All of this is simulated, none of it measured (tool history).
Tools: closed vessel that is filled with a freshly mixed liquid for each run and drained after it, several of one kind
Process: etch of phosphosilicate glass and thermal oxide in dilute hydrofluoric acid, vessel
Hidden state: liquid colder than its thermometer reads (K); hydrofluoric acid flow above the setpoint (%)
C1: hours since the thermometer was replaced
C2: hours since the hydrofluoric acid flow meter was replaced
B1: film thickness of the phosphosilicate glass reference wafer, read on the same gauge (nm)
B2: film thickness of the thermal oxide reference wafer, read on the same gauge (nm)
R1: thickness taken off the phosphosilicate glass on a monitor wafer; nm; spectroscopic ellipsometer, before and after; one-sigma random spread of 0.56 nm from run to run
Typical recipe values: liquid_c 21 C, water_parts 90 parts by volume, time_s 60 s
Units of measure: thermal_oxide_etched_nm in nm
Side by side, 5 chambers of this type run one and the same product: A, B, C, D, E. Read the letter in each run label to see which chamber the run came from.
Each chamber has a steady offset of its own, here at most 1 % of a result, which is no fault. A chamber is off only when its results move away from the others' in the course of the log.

{"run": "1C", "hour": 7.7, "liquid_c": 21, "water_parts": 90, "time_s": 60, "C1": 1793.0, "C2": 420.9, "B1": 149.98, "B2": 110.01, "R1": 65.707, "thermal_oxide_etched_nm": 2.8388}
{"run": "2D", "hour": 14.2, "liquid_c": 21, "water_parts": 90, "time_s": 60, "C1": 1466.5, "C2": 2271.9, "B1": 150.01, "B2": 110.0, "R1": 65.944, "thermal_oxide_etched_nm": 2.8471}
{"run": "3E", "hour": 27.6, "liquid_c": 21, "water_parts": 90, "time_s": 60, "C1": 898.8, "C2": 1260.0, "B1": 150.02, "B2": 110.01, "R1": 65.525, "thermal_oxide_etched_nm": 2.9049}
{"run": "4B", "hour": 36.4, "liquid_c": 21, "water_parts": 90, "time_s": 60, "C1": 2759.1, "C2": 1823.1, "B1": 150.03, "B2": 109.99, "R1": 66.447, "thermal_oxide_etched_nm": 2.9156}
{"run": "5A", "hour": 47.8, "liquid_c": 21, "water_parts": 60, "time_s": 90, "C1": 437.9, "C2": 1460.9, "B1": 150.01, "B2": 109.98, "R1": 152.18, "thermal_oxide_etched_nm": 6.7022}
{"hour": 53.4, "done": "chamber C: thermometer replaced"}
{"run": "6B", "hour": 59.2, "liquid_c": 21, "water_parts": 60, "time_s": 90, "C1": 2781.9, "C2": 1845.9, "B1": 150.03, "B2": 109.97, "R1": 154.85, "thermal_oxide_etched_nm": 6.691}
{"run": "7D", "hour": 67.7, "liquid_c": 21, "water_parts": 60, "time_s": 90, "C1": 1520.0, "C2": 2325.4, "B1": 149.99, "B2": 110.02, "R1": 153.5, "thermal_oxide_etched_nm": 6.6219}
{"hour": 73.1, "done": "chamber B: hydrofluoric acid flow meter replaced"}
{"run": "8A", "hour": 77.8, "liquid_c": 21, "water_parts": 60, "time_s": 90, "C1": 467.9, "C2": 1490.9, "B1": 149.97, "B2": 110.03, "R1": 153.44, "thermal_oxide_etched_nm": 6.5948}
{"run": "9E", "hour": 90.9, "liquid_c": 21, "water_parts": 60, "time_s": 90, "C1": 962.1, "C2": 1323.3, "B1": 150.0, "B2": 109.99, "R1": 154.0, "thermal_oxide_etched_nm": 6.8048}
{"run": "10C", "hour": 101.0, "liquid_c": 21, "water_parts": 90, "time_s": 60, "C1": 47.7, "C2": 514.2, "B1": 150.02, "B2": 109.98, "R1": 66.975, "thermal_oxide_etched_nm": 2.8787}
{"run": "11E", "hour": 110.4, "liquid_c": 21, "water_parts": 90, "time_s": 60, "C1": 981.6, "C2": 1342.8, "B1": 149.98, "B2": 110.0, "R1": 66.088, "thermal_oxide_etched_nm": 2.901}
{"run": "12B", "hour": 121.1, "liquid_c": 21, "water_parts": 90, "time_s": 60, "C1": 2843.8, "C2": 48.0, "B1": 150.0, "B2": 110.02, "R1": 67.155, "thermal_oxide_etched_nm": 2.8264}
{"run": "13A", "hour": 129.6, "liquid_c": 21, "water_parts": 90, "time_s": 60, "C1": 519.7, "C2": 1542.7, "B1": 149.97, "B2": 109.98, "R1": 65.863, "thermal_oxide_etched_nm": 2.8597}
{"hour": 135.2, "done": "chamber B: thermometer replaced"}
{"run": "14D", "hour": 142.6, "liquid_c": 21, "water_parts": 90, "time_s": 60, "C1": 1594.9, "C2": 2400.3, "B1": 149.97, "B2": 109.99, "R1": 66.705, "thermal_oxide_etched_nm": 2.829}
{"run": "15C", "hour": 150.7, "liquid_c": 21, "water_parts": 90, "time_s": 60, "C1": 97.4, "C2": 563.9, "B1": 149.99, "B2": 109.99, "R1": 65.98, "thermal_oxide_etched_nm": 2.8685}
{"run": "16C", "hour": 164.5, "liquid_c": 21, "water_parts": 90, "time_s": 60, "C1": 111.2, "C2": 577.7, "B1": 149.96, "B2": 110.01, "R1": 66.731, "thermal_oxide_etched_nm": 2.8645}
{"run": "17D", "hour": 178.3, "liquid_c": 21, "water_parts": 90, "time_s": 60, "C1": 1630.6, "C2": 2436.0, "B1": 150.01, "B2": 109.99, "R1": 66.098, "thermal_oxide_etched_nm": 2.8675}
{"run": "18A", "hour": 192.4, "liquid_c": 21, "water_parts": 90, "time_s": 60, "C1": 582.5, "C2": 1605.5, "B1": 150.03, "B2": 110.01, "R1": 65.855, "thermal_oxide_etched_nm": 2.8613}
{"run": "19B", "hour": 206.8, "liquid_c": 21, "water_parts": 90, "time_s": 60, "C1": 71.7, "C2": 133.7, "B1": 150.0, "B2": 109.99, "R1": 66.507, "thermal_oxide_etched_nm": 2.8311}
{"hour": 207.5, "done": "chamber D: hydrofluoric acid flow meter replaced"}
{"run": "20E", "hour": 213.8, "liquid_c": 21, "water_parts": 90, "time_s": 60, "C1": 1085.0, "C2": 1446.2, "B1": 149.97, "B2": 110.02, "R1": 65.688, "thermal_oxide_etched_nm": 2.9304}
{"run": "21E", "hour": 223.7, "liquid_c": 21, "water_parts": 90, "time_s": 60, "C1": 1094.9, "C2": 1456.1, "B1": 150.04, "B2": 110.03, "R1": 65.951, "thermal_oxide_etched_nm": 2.8287}
{"run": "22C", "hour": 237.2, "liquid_c": 21, "water_parts": 90, "time_s": 60, "C1": 183.9, "C2": 650.4, "B1": 149.99, "B2": 109.99, "R1": 66.101, "thermal_oxide_etched_nm": 2.8865}
{"run": "23B", "hour": 248.6, "liquid_c": 21, "water_parts": 90, "time_s": 60, "C1": 113.5, "C2": 175.5, "B1": 150.01, "B2": 109.99, "R1": 66.922, "thermal_oxide_etched_nm": 2.8166}
{"run": "24A", "hour": 255.8, "liquid_c": 21, "water_parts": 90, "time_s": 60, "C1": 645.9, "C2": 1668.9, "B1": 150.0, "B2": 110.01, "R1": 65.204, "thermal_oxide_etched_nm": 2.815}
{"run": "25D", "hour": 263.0, "liquid_c": 21, "water_parts": 90, "time_s": 60, "C1": 1715.3, "C2": 55.5, "B1": 150.01, "B2": 110.0, "R1": 66.873, "thermal_oxide_etched_nm": 2.8459}
{"run": "26C", "hour": 276.4, "liquid_c": 21, "water_parts": 90, "time_s": 60, "C1": 223.1, "C2": 689.6, "B1": 149.97, "B2": 110.02, "R1": 65.6, "thermal_oxide_etched_nm": 2.8614}
{"run": "27D", "hour": 283.3, "liquid_c": 21, "water_parts": 90, "time_s": 60, "C1": 1735.6, "C2": 75.8, "B1": 149.99, "B2": 110.02, "R1": 66.248, "thermal_oxide_etched_nm": 2.8638}
{"run": "28A", "hour": 292.0, "liquid_c": 21, "water_parts": 90, "time_s": 60, "C1": 682.1, "C2": 1705.1, "B1": 149.96, "B2": 109.98, "R1": 65.724, "thermal_oxide_etched_nm": 2.9216}
{"run": "29B", "hour": 302.9, "liquid_c": 21, "water_parts": 90, "time_s": 60, "C1": 167.8, "C2": 229.8, "B1": 150.06, "B2": 109.97, "R1": 65.965, "thermal_oxide_etched_nm": 2.8079}
{"run": "30E", "hour": 313.8, "liquid_c": 21, "water_parts": 90, "time_s": 60, "C1": 1185.0, "C2": 1546.2, "B1": 150.0, "B2": 110.01, "R1": 66.096, "thermal_oxide_etched_nm": 2.8489}
{"run": "31D", "hour": 324.9, "liquid_c": 21, "water_parts": 90, "time_s": 60, "C1": 1777.2, "C2": 117.4, "B1": 150.01, "B2": 110.01, "R1": 66.028, "thermal_oxide_etched_nm": 2.8691}
{"run": "32C", "hour": 337.4, "liquid_c": 21, "water_parts": 90, "time_s": 60, "C1": 284.1, "C2": 750.6, "B1": 150.0, "B2": 109.98, "R1": 67.534, "thermal_oxide_etched_nm": 2.8372}

Next, every chamber runs the same settings. What will each give?
{"run": "33A", "hour": 347.8, "liquid_c": 21, "water_parts": 90, "time_s": 90, "R1": "?", "thermal_oxide_etched_nm": "?"}
{"run": "33B", "hour": 347.8, "liquid_c": 21, "water_parts": 90, "time_s": 90, "R1": "?", "thermal_oxide_etched_nm": "?"}
{"run": "33C", "hour": 347.8, "liquid_c": 21, "water_parts": 90, "time_s": 90, "R1": "?", "thermal_oxide_etched_nm": "?"}
{"run": "33D", "hour": 347.8, "liquid_c": 21, "water_parts": 90, "time_s": 90, "R1": "?", "thermal_oxide_etched_nm": "?"}
{"run": "33E", "hour": 347.8, "liquid_c": 21, "water_parts": 90, "time_s": 90, "R1": "?", "thermal_oxide_etched_nm": "?"}

run=33A R1=98.709 thermal_oxide_etched_nm=4.2521
run=33B R1=99.986 thermal_oxide_etched_nm=4.3308
run=33C R1=100.250 thermal_oxide_etched_nm=4.2353
run=33D R1=101.110 thermal_oxide_etched_nm=4.2712
run=33E R1=99.824 thermal_oxide_etched_nm=4.3297
